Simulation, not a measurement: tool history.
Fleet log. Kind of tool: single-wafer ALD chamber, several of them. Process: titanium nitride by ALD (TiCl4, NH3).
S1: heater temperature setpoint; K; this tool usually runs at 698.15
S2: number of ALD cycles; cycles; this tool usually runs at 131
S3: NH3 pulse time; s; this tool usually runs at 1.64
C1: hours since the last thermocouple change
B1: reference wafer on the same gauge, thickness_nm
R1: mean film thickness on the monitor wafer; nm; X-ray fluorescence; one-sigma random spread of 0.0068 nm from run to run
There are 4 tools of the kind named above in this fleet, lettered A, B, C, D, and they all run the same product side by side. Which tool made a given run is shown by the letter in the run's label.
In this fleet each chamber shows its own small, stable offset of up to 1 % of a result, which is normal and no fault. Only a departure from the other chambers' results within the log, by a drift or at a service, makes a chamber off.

run	hour	S1	S2	S3	C1	B1	R1
1B	5.0	698.15	131	1.64	1939.4	2.9918	2.9061
2D	10.9	698.15	131	1.64	1787.3	2.9891	2.9095
# hour 15.2: chamber A: thermocouple changed; heater temperature recalibrated
3C	16.9	698.15	131	1.64	293.8	2.9891	2.9013
4A	21.7	698.15	131	1.64	6.6	2.9901	2.8740
5B	27.3	698.15	131	1.64	1961.7	2.9889	2.8969
6C	32.3	698.15	131	1.64	309.2	2.9903	2.8963
7D	35.6	698.15	131	1.64	1812.0	2.9878	2.9114
8A	40.4	698.15	131	1.64	25.3	2.9885	2.8752
9D	45.1	698.15	131	1.64	1821.5	2.9894	2.9023
10C	50.7	698.15	131	1.64	327.6	2.9908	2.9020
11B	55.4	698.15	131	1.64	1989.8	2.9902	2.9138
12A	58.4	707.15	131	2.10	43.3	2.9903	2.8760
13C	61.9	707.15	131	2.10	338.8	2.9905	2.9229
14A	65.9	707.15	131	2.10	50.8	2.9901	2.8911
15D	70.9	707.15	131	2.10	1847.3	2.9915	2.9312
16B	76.8	703.15	147	1.64	2011.2	2.9901	3.2498
17A	82.6	703.15	147	1.64	67.5	2.9884	3.2217
18B	87.2	703.15	147	1.64	2021.6	2.9897	3.2518
19C	93.3	703.15	147	1.64	370.2	2.9889	3.2536
20D	96.2	708.15	131	1.64	1872.6	2.9900	2.9235
21C	101.0	708.15	131	1.64	377.9	2.9891	2.9143
22D	103.7	708.15	131	1.64	1880.1	2.9895	2.9094
23A	107.0	708.15	131	1.64	91.9	2.9898	2.8795
24B	112.8	698.15	131	1.64	2047.2	2.9906	2.8998
25C	118.8	698.15	131	1.64	395.7	2.9894	2.9022
26B	122.2	698.15	131	1.64	2056.6	2.9910	2.9041
27A	125.8	698.15	131	1.64	110.7	2.9918	2.8736
28D	131.5	698.15	131	1.64	1907.9	2.9904	2.9182
29B	134.7	698.15	131	1.64	2069.1	2.9903	2.9174
30D	139.9	685.15	131	1.64	1916.3	2.9883	2.9003
31A	144.2	685.15	131	1.64	129.1	2.9915	2.8534
32C	146.9	685.15	131	1.64	423.8	2.9886	2.8779
33A	152.4	685.15	131	1.64	137.3	2.9905	2.8394
34D	155.8	698.15	131	1.64	1932.2	2.9900	2.9038
35C	158.5	698.15	131	1.64	435.4	2.9908	2.8968
36B	161.7	698.15	131	1.64	2096.1	2.9896	2.8953
37A	164.5	698.15	131	1.64	149.4	2.9898	2.8685
38B	168.5	698.15	131	1.64	2102.9	2.9900	2.9050
39D	173.3	698.15	131	1.64	1949.7	2.9890	2.9136
40C	176.8	698.15	131	1.64	453.7	2.9892	2.9088
41B	180.7	698.15	131	1.64	2115.1	2.9911	2.9071
42C	186.1	698.15	131	1.64	463.0	2.9904	2.8938
43D	191.2	698.15	131	1.64	1967.6	2.9890	2.9076
44A	196.2	698.15	143	1.00	181.1	2.9900	3.0765

Each of the 4 chambers runs these same settings next. Fill in every chamber's results:
45A	200.6	698.15	131	1.64			?
45B	200.6	698.15	131	1.64			?
45C	200.6	698.15	131	1.64			?
45D	200.6	698.15	131	1.64			?

run	R1
45A	2.8654
45B	2.9098
45C	2.8990
45D	2.9148

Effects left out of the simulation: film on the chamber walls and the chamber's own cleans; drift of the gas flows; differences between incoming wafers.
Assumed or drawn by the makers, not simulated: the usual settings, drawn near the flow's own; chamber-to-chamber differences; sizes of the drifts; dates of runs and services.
